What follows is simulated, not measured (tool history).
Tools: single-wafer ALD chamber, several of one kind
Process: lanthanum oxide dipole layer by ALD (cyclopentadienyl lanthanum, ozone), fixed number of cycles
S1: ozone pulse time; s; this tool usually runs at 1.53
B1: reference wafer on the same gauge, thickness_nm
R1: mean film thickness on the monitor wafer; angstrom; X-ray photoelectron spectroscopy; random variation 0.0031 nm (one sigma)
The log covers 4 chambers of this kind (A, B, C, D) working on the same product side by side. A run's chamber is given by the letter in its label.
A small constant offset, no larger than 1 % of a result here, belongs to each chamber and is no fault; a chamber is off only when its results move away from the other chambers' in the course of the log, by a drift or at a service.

run	hour	S1	B1	R1
1A	7.1	1.53	0.62731	5.5155
2D	14.6	1.53	0.62717	5.5443
3C	23.4	1.53	0.62781	5.5791
4B	29.8	1.53	0.62686	5.4837
5C	37.7	1.53	0.62699	5.4772
6A	46.0	1.87	0.62719	5.7076
7B	54.6	1.87	0.62700	5.6458
# hour 56.5: chamber C: ozone generator serviced
8D	65.5	1.87	0.62710	5.7516
9B	71.9	1.87	0.62746	5.6218
10C	78.9	1.53	0.62663	5.5418
11A	85.6	1.53	0.62685	5.5060
12D	90.9	1.53	0.62719	5.5939
13A	96.9	1.53	0.62648	5.4799
14D	104.3	1.98	0.62672	5.7259
15C	110.4	1.98	0.62735	5.6748
16B	118.2	1.98	0.62728	5.6717
17D	127.7	1.98	0.62718	5.7175
18B	137.6	1.53	0.62693	5.5198
19C	146.5	1.53	0.62667	5.5196
20A	153.3	1.53	0.62776	5.5560
21B	159.0	1.75	0.62747	5.5899
22D	169.7	1.75	0.62636	5.6217
23A	178.4	1.75	0.62730	5.6122
24C	186.6	1.75	0.62741	5.6155
25C	193.9	1.17	0.62743	5.2489
26D	201.1	1.17	0.62687	5.2978
# hour 208.1: chamber D: thermocouple changed; heater temperature recalibrated
27B	209.3	1.17	0.62649	5.2010
28A	218.7	1.17	0.62635	5.2213
29A	223.7	1.53	0.62735	5.5142
30D	229.1	1.53	0.62652	5.5644
31B	236.0	1.53	0.62676	5.4928

The same settings go to every chamber for the next run, one line per chamber below. Forecast the results for each:
32A	244.0	1.53		?
32B	244.0	1.53		?
32C	244.0	1.53		?
32D	244.0	1.53		?

run	R1
32A	5.5023
32B	5.5595
32C	5.5573
32D	5.5263
